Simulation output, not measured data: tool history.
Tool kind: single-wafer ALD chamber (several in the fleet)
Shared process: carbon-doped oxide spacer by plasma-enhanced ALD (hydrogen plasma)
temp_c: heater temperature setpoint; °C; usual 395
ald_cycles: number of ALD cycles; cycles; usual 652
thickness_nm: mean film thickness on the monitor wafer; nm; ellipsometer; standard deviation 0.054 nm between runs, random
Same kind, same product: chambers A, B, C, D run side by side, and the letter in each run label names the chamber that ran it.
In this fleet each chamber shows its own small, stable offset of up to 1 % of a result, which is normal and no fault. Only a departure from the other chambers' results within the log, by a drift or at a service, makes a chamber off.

run,hour,temp_c,ald_cycles,"read-back reference wafer on the same gauge, thickness_nm",thickness_nm
1A,3.4,395,652,36.11,32.529
2B,5.7,395,652,36.113,32.286
3D,9.8,395,652,36.112,32.873
4C,12.6,395,652,36.119,32.896
5B,16.2,395,652,36.129,32.28
6A,20.6,395,524,36.131,26.111
7D,22.7,395,524,36.134,26.419
8C,24.9,395,524,36.141,26.445
9D,27.2,395,524,36.152,26.491
10A,30.3,390,652,36.144,32.501
# hour 30.7: chamber C: thermocouple changed; heater temperature recalibrated
11B,34.4,390,652,36.15,32.317
12C,38.4,390,652,36.178,32.832
13A,42.3,390,652,36.164,32.513
14B,46,395,652,36.188,32.396
15D,48.5,395,652,36.179,33.066
16C,51.6,395,652,36.195,32.803
17D,54.4,395,652,36.2,32.923
18C,58.1,388,702,36.194,35.451
19A,60.9,388,702,36.21,35.047
20B,64,388,702,36.219,34.934
21A,67.9,388,702,36.223,34.939
22D,70.2,395,652,36.221,33.022
23C,74.6,395,652,36.227,32.876
24B,77.7,395,652,36.249,32.567
25B,80.3,395,652,36.23,32.375
26C,83.5,395,652,36.242,32.896
27A,87.4,395,652,36.255,32.521
28D,89.6,395,652,36.242,33.054
29A,92.5,395,652,36.274,32.594
30C,95.4,395,652,36.278,32.903
31D,98.4,395,652,36.258,33.096
32B,102.8,395,652,36.279,32.482
33A,104.9,395,652,36.289,32.553
34D,109.6,395,652,36.288,33.138
35B,112.1,395,652,36.296,32.476
36C,114.4,405,541,36.304,26.977
37A,118.5,405,541,36.319,26.716
38D,122.9,405,541,36.306,27.011
39B,127.3,405,541,36.34,26.278
40C,129.9,395,652,36.321,33.068
41B,133.7,395,652,36.338,32.481
42A,136.4,395,652,36.336,32.657
43C,138.7,395,652,36.346,33.131

Read the log: is a single chamber off, either drifting away or since a service, is the gauge that measures every chamber drifting, or is nothing wrong beyond small per-chamber offsets? Name any odd chamber and what most likely caused it.

Gauge drift. The chambers move together only on paper, and none stands off.
Cause: gauge reads high (%) = 0.678.
